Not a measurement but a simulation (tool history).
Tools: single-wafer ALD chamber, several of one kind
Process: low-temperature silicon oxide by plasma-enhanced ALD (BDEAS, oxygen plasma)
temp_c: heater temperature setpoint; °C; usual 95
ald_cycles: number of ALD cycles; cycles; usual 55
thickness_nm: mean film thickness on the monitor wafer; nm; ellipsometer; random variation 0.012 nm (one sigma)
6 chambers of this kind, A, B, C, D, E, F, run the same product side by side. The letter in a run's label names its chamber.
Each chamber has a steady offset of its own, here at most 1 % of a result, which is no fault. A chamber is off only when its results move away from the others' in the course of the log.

run,day,temp_c,ald_cycles,"read-back reference wafer on the same gauge, thickness_nm",thickness_nm
1E,0.192,95,55,6.8597,8.0546
2D,0.317,95,55,6.8609,8.0309
3B,0.508,95,55,6.8631,8.0533
4A,0.658,95,55,6.8622,7.9658
# day 0.721: chamber E: thermocouple changed; heater temperature recalibrated
5F,0.858,95,55,6.8655,7.9375
6C,1.042,95,55,6.8684,8.061
7A,1.3,95,55,6.8661,7.9627
8D,1.45,95,55,6.8693,8.0403
9F,1.646,89,55,6.8678,8.1204
10E,1.817,89,55,6.8686,8.2169
11C,2.038,89,55,6.8684,8.257
12B,2.254,89,55,6.8739,8.2295
13E,2.458,89,55,6.8734,8.215
14B,2.596,89,55,6.8739,8.2487
15D,2.721,103,61,6.8734,8.701
16F,2.867,103,61,6.875,8.6311
17A,3.062,103,61,6.8739,8.626
18C,3.296,103,61,6.8771,8.7639
19D,3.517,103,61,6.8775,8.724
20B,3.725,103,61,6.8795,8.7409
21E,3.933,95,55,6.8801,8.0441
22F,4.142,95,55,6.878,7.9663
23C,4.275,95,55,6.879,8.08
24A,4.475,95,55,6.8831,7.9619
25E,4.608,95,55,6.8825,8.072
26F,4.8,95,55,6.8846,7.9602
27B,4.967,95,55,6.8841,8.1039
28D,5.171,95,55,6.8857,8.0605
29C,5.412,95,55,6.8891,8.1019
30A,5.592,95,55,6.8893,7.989
31E,5.729,95,55,6.8896,8.0472
32B,5.933,95,55,6.8888,8.1208
33F,6.171,95,46,6.891,6.661
34D,6.417,95,46,6.893,6.7452
35C,6.529,95,46,6.8939,6.7699
36A,6.696,95,46,6.8932,6.684
37D,6.879,95,46,6.8927,6.7453
38C,7.104,95,46,6.8952,6.7599
39F,7.35,95,55,6.897,7.9837
40E,7.508,95,55,6.897,8.0932
41B,7.7,95,55,6.8974,8.113
42A,7.858,95,55,6.9006,7.996
43D,7.992,89,63,6.8992,9.4429
44C,8.146,89,63,6.8992,9.4876

What goes on in this fleet: one chamber off, a drifting gauge, or nothing beyond the chambers' own small offsets? Name the chamber and the cause, if any.

The gauge drifts, so all chambers seem to drift together. No chamber is off.
Cause: gauge reads high (%) = 0.603.

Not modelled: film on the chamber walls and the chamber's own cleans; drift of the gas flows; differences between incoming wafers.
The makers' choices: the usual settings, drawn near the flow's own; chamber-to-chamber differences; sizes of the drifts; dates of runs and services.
